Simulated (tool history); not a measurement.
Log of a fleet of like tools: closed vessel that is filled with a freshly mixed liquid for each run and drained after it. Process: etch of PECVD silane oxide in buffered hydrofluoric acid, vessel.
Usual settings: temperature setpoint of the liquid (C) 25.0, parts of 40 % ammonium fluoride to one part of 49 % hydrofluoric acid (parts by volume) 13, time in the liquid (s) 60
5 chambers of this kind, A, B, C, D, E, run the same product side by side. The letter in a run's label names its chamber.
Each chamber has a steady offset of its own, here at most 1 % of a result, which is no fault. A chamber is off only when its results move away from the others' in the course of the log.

run,hour,temperature setpoint of the liquid (C),parts of 40 % ammonium fluoride to one part of 49 % hydrofluoric acid (parts by volume),time in the liquid (s),hours since the thermometer was replaced,hours since the hydrofluoric acid flow meter was replaced,"read-back film thickness of the PECVD silane oxide reference wafer, read on the same gauge (nm)",thickness taken off the PECVD silane oxide on a monitor wafer (Å)
1A,2.8,25.0,13,60,2502.9,672.6,100.010,1175.50
2B,5.0,25.0,13,60,535.9,837.4,99.971,1161.00
3D,8.8,25.0,13,60,722.8,1021.1,100.040,1164.70
# hour 10.1: chamber D: hydrofluoric acid flow meter replaced
4C,12.3,25.0,13,60,862.6,735.2,99.951,1173.00
5E,15.2,25.0,13,60,1289.9,2391.4,100.070,1170.80
6D,19.5,25.0,13,60,733.5,9.4,100.010,1166.10
7E,21.7,25.0,13,60,1296.4,2397.9,100.030,1159.90
8B,25.2,25.0,13,60,556.1,857.6,99.969,1163.10
9C,28.2,25.0,13,60,878.5,751.1,99.976,1159.10
10A,32.0,25.0,13,60,2532.1,701.8,99.996,1168.80
11B,36.5,25.0,13,60,567.4,868.9,99.999,1153.70
12A,40.0,21.5,16,60,2540.1,709.8,99.995,789.37
13C,43.1,21.5,16,60,893.4,766.0,100.010,781.53
# hour 44.7: chamber A: thermometer replaced
14D,46.9,21.5,16,60,760.9,36.8,100.010,783.19
15E,50.7,21.5,16,60,1325.4,2426.9,99.993,778.83
16D,55.5,21.5,16,60,769.5,45.4,100.020,785.28
17A,59.8,25.0,13,60,15.1,729.6,99.980,1174.30
18B,63.4,25.0,13,60,594.3,895.8,100.010,1179.40
19E,67.8,25.0,13,60,1342.5,2444.0,99.991,1162.10
20C,72.2,25.0,13,60,922.5,795.1,100.050,1169.90
21B,76.1,25.0,13,60,607.0,908.5,99.951,1202.60
22C,80.1,21.5,13,60,930.4,803.0,100.000,966.09
23A,82.7,21.5,13,60,38.0,752.5,99.975,964.14
24D,85.7,21.5,13,60,799.7,75.6,100.010,966.53
25E,89.7,21.5,13,60,1364.4,2465.9,100.040,968.85
26B,92.3,21.5,13,60,623.2,924.7,99.996,1004.30
27D,95.5,27.0,13,40,809.5,85.4,99.942,866.96
28C,99.9,27.0,13,40,950.2,822.8,100.000,865.02
29A,104.4,27.0,13,40,59.7,774.2,100.020,871.63
30E,107.7,27.0,13,40,1382.4,2483.9,100.020,867.71

Is one chamber off against the others, does the gauge drift, or is nothing wrong? If a chamber is off, say which, and what the likeliest cause is.

Chamber B drifts away from the others.
Cause: liquid hotter than its thermometer reads (K) = 1.02.
The log may not tell that from: hydrofluoric acid flow above the setpoint (%).

Here are 4 candidates for chamber B's next run, each the usual settings with a change, their results left as question marks. Which one brings its results back in line with what the others give on the usual settings?
In line means no further than this from the other chambers' mean on the usual settings: thickness taken off the PECVD silane oxide on a monitor wafer (Å) 24.00
31B-1,111.1,24.0,13,60,,,,?
31B-2,111.1,26.5,13,60,,,,?
31B-3,111.1,25.0,13,55,,,,?
31B-4,111.1,26.0,13,60,,,,?

The other chambers' mean on the usual settings: thickness taken off the PECVD silane oxide on a monitor wafer (Å) 1168.70
run,thickness taken off the PECVD silane oxide on a monitor wafer (Å)
31B-1,1170.00
31B-2,1336.90
31B-3,1131.40
31B-4,1302.30
31B-1 brings the chamber back in line.
